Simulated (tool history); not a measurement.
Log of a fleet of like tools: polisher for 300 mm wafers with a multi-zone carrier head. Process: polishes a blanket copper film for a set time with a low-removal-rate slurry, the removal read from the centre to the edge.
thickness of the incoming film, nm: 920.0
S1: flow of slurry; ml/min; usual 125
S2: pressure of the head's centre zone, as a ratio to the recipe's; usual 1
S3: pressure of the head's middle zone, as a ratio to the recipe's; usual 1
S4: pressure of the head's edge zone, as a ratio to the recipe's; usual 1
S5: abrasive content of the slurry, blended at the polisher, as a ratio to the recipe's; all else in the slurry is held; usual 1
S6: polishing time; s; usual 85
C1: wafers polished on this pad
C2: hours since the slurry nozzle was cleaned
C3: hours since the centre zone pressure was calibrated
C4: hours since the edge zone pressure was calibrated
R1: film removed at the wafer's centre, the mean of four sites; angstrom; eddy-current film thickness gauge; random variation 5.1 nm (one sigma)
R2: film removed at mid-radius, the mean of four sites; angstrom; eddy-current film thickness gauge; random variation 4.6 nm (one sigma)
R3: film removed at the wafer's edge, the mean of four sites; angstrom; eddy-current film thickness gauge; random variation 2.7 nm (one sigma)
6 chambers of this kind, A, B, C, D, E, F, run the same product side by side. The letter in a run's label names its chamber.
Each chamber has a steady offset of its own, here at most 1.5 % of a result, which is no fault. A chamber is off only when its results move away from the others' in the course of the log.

| run | hour | S1 | S2 | S3 | S4 | S5 | S6 | C1 | C2 | C3 | C4 | R1 | R2 | R3 |
|---|---|---|---|---|---|---|---|---|---|---|---|---|---|---|
|  | 5.9 | chamber A: slurry nozzle cleaned |
|  | 6.5 | chamber B: worn pad replaced by a new one |
| 1E | 6.8 | 125 | 1 | 1 | 1 | 1 | 85 | 1123 | 267.7 | 450.6 | 263.9 | 3872.6 | 3973.8 | 3959.5 |
|  | 7.1 | chamber D: worn pad replaced by a new one |
|  | 7.7 | chamber A: worn pad replaced by a new one |
|  | 15.4 | chamber E: worn pad replaced by a new one |
|  | 15.9 | chamber D: edge zone pressure recalibrated |
| 2C | 17.3 | 125 | 1 | 1 | 1 | 1 | 85 | 1230 | 207 | 217.3 | 355.3 | 3955.4 | 3936.1 | 3956.2 |
|  | 24.3 | chamber C: worn pad replaced by a new one |
| 3A | 28.8 | 125 | 1 | 1 | 1 | 1 | 85 | 307 | 23 | 54 | 603.7 | 3953.7 | 3968.5 | 3916 |
| 4F | 37.6 | 125 | 1 | 1 | 1 | 1 | 85 | 1079 | 557.9 | 270.2 | 532.6 | 3966.4 | 3905.6 | 3955.5 |
|  | 43.6 | chamber F: worn pad replaced by a new one |
| 5D | 49.6 | 125 | 1 | 1 | 1 | 1 | 85 | 618 | 202.8 | 1023.6 | 33.8 | 3930.3 | 3933 | 3897.7 |
| 6B | 64.2 | 125 | 1 | 1 | 1.09 | 1 | 61 | 839 | 272.4 | 766.9 | 861.9 | 2823.4 | 2780.2 | 2951.4 |
|  | 70.9 | chamber E: edge zone pressure recalibrated |
| 7B | 79.1 | 125 | 1 | 1 | 1.09 | 1 | 61 | 1055 | 287.3 | 781.8 | 876.8 | 2851.6 | 2822.4 | 2986.1 |
|  | 84.8 | chamber B: worn pad replaced by a new one |
| 8D | 90.9 | 125 | 1 | 1 | 1.09 | 1 | 61 | 1219 | 244.1 | 1064.9 | 75.1 | 2774.6 | 2833.3 | 2999.4 |
|  | 93.6 | chamber D: worn pad replaced by a new one |
|  | 95.4 | chamber A: worn pad replaced by a new one |
|  | 98.2 | chamber E: worn pad replaced by a new one |
|  | 98.6 | chamber E: centre zone pressure recalibrated |
|  | 99 | chamber C: worn pad replaced by a new one |
| 9F | 103.6 | 125 | 1 | 1 | 1.09 | 1 | 61 | 873 | 623.9 | 336.2 | 598.6 | 2860.5 | 2902 | 2937.2 |
| 10E | 111.8 | 125 | 1 | 1 | 1.09 | 1 | 61 | 198 | 372.7 | 13.3 | 41 | 2772.2 | 2756.7 | 2966.6 |
|  | 113.4 | chamber D: slurry nozzle cleaned |
|  | 119.2 | chamber F: worn pad replaced by a new one |
| 11A | 121.3 | 125 | 1 | 1 | 1.09 | 1 | 61 | 376 | 115.5 | 146.5 | 696.2 | 2876 | 2835.9 | 2939.7 |
|  | 126.5 | chamber A: edge zone pressure recalibrated |
| 12C | 131 | 125 | 1 | 1 | 1 | 1 | 85 | 466 | 320.7 | 331 | 469 | 4083.1 | 3905.9 | 3990.1 |
| 13A | 143.3 | 125 | 1 | 1 | 1 | 1 | 85 | 696 | 137.5 | 168.5 | 16.9 | 3953.1 | 3892.4 | 3963 |
|  | 148.4 | chamber C: edge zone pressure recalibrated |
| 14C | 157 | 125 | 1 | 1 | 1 | 1 | 85 | 844 | 346.7 | 357 | 8.6 | 3929 | 3890.9 | 3967.5 |
|  | 162.6 | chamber B: worn pad replaced by a new one |
| 15E | 165.1 | 125 | 1 | 1 | 1 | 1 | 85 | 974 | 426 | 66.6 | 94.3 | 3906 | 3985.1 | 3944.2 |
|  | 171.3 | chamber D: worn pad replaced by a new one |
|  | 175.5 | chamber A: worn pad replaced by a new one |
| 16D | 175.7 | 125 | 1 | 1 | 1 | 1 | 85 | 65 | 62.4 | 1149.7 | 159.9 | 3967.4 | 3916.1 | 3927.6 |
| 17F | 182.4 | 125 | 1 | 1 | 1 | 1 | 85 | 919 | 702.7 | 415 | 677.4 | 3961.2 | 3976.8 | 3998.9 |
|  | 184.8 | chamber F: slurry nozzle cleaned |
|  | 185.5 | chamber E: worn pad replaced by a new one |
|  | 185.7 | chamber C: worn pad replaced by a new one |
| 18B | 192.9 | 125 | 1 | 1 | 1 | 1 | 85 | 441 | 401.1 | 895.6 | 990.6 | 3976.6 | 3968 | 3976.6 |
| 19E | 206.5 | 125 | 1 | 1 | 1 | 1 | 85 | 306 | 467.4 | 108 | 135.7 | 3901.8 | 3919.7 | 3963.6 |
|  | 208.8 | chamber F: worn pad replaced by a new one |
| 20A | 220.6 | 80 | 1 | 1 | 1 | 1 | 64 | 655 | 214.8 | 245.8 | 94.2 | 2548.9 | 2629.3 | 2752.4 |
|  | 222.9 | chamber C: slurry nozzle cleaned |
|  | 225.4 | chamber D: centre zone pressure recalibrated |
|  | 228 | chamber A: slurry nozzle cleaned |
| 21F | 228.2 | 80 | 1 | 1 | 1 | 1 | 64 | 282 | 43.4 | 460.8 | 723.2 | 2553.1 | 2611 | 2685.1 |
| 22C | 237.5 | 80 | 1 | 1 | 1 | 1 | 64 | 753 | 14.6 | 437.5 | 89.1 | 2640.1 | 2667.9 | 2743.2 |
|  | 240.7 | chamber D: worn pad replaced by a new one |
|  | 245.7 | chamber B: worn pad replaced by a new one |
| 23D | 246.9 | 80 | 1 | 1 | 1 | 1 | 64 | 90 | 133.6 | 21.6 | 231.1 | 2597.6 | 2603.4 | 2735.5 |
|  | 247.8 | chamber A: worn pad replaced by a new one |
| 24B | 261.3 | 80 | 1 | 1 | 1 | 1 | 64 | 228 | 469.5 | 964 | 1059 | 2501 | 2629.9 | 2783.8 |
|  | 266.2 | chamber E: worn pad replaced by a new one |
|  | 271.3 | chamber C: worn pad replaced by a new one |
| 25F | 271.3 | 80 | 1 | 1 | 1 | 1 | 64 | 909 | 86.5 | 503.9 | 766.3 | 2596.8 | 2669.5 | 2709.7 |
|  | 280.3 | chamber F: worn pad replaced by a new one |
| 26B | 284.9 | 125 | 1 | 1 | 1 | 1 | 85 | 571 | 493.1 | 987.6 | 1082.6 | 3925.2 | 3927 | 3967 |
|  | 290.8 | chamber E: slurry nozzle cleaned |
| 27A | 296.3 | 125 | 1 | 1 | 1 | 1 | 85 | 706 | 68.3 | 321.5 | 169.9 | 3878.8 | 3927.1 | 3932.2 |
| 28E | 307.5 | 125 | 1 | 1 | 1 | 1 | 85 | 601 | 16.7 | 209 | 236.7 | 3890 | 3945.9 | 3970.4 |
|  | 314.9 | chamber D: worn pad replaced by a new one |
| 29C | 317.6 | 125 | 1 | 1 | 1 | 1 | 85 | 673 | 94.7 | 517.6 | 169.2 | 4048.6 | 3996.4 | 3984.9 |
|  | 319.7 | chamber B: edge zone pressure recalibrated |
| 30D | 326.9 | 125 | 1 | 1 | 1 | 1 | 85 | 174 | 213.6 | 101.6 | 311.1 | 3963 | 3933.2 | 3972.4 |
|  | 328.8 | chamber A: worn pad replaced by a new one |
|  | 337.1 | chamber B: worn pad replaced by a new one |
| 31B | 338.3 | 125 | 1 | 1 | 1 | 1 | 85 | 18 | 546.5 | 1041 | 18.6 | 3896.9 | 3976.8 | 3974.9 |
| 32F | 347.7 | 125 | 1 | 1 | 1 | 1 | 85 | 981 | 162.9 | 580.3 | 842.7 | 4015.4 | 3976.7 | 3982.9 |
|  | 350.5 | chamber E: worn pad replaced by a new one |
| 33C | 357.4 | 125 | 1 | 1 | 1 | 1 | 85 | 1252 | 134.5 | 557.4 | 209 | 3939.8 | 4024.2 | 3973.2 |
|  | 358.9 | chamber C: worn pad replaced by a new one |
| 34E | 372 | 125 | 1 | 1 | 1 | 1 | 85 | 313 | 81.2 | 273.5 | 301.2 | 3928.2 | 3941.1 | 4009.7 |
| 35A | 380.6 | 125 | 1 | 1 | 1 | 1 | 85 | 754 | 152.6 | 405.8 | 254.2 | 3951.4 | 3981.9 | 3940 |
|  | 386.8 | chamber D: slurry nozzle cleaned |
|  | 389.8 | chamber D: worn pad replaced by a new one |
| 36D | 390.9 | 125 | 1 | 1 | 1 | 1 | 85 | 16 | 4.2 | 165.6 | 375.1 | 4023.7 | 3904.3 | 3921.8 |
| 37C | 405.2 | 125 | 1 | 1 | 1 | 1 | 85 | 674 | 182.3 | 605.2 | 256.8 | 3969.1 | 3928.4 | 3950.8 |

Is one chamber off against the others, does the gauge drift, or is nothing wrong? If a chamber is off, say which, and what the likeliest cause is.

No chamber stands off beyond its own small offset, and the gauge holds steady.
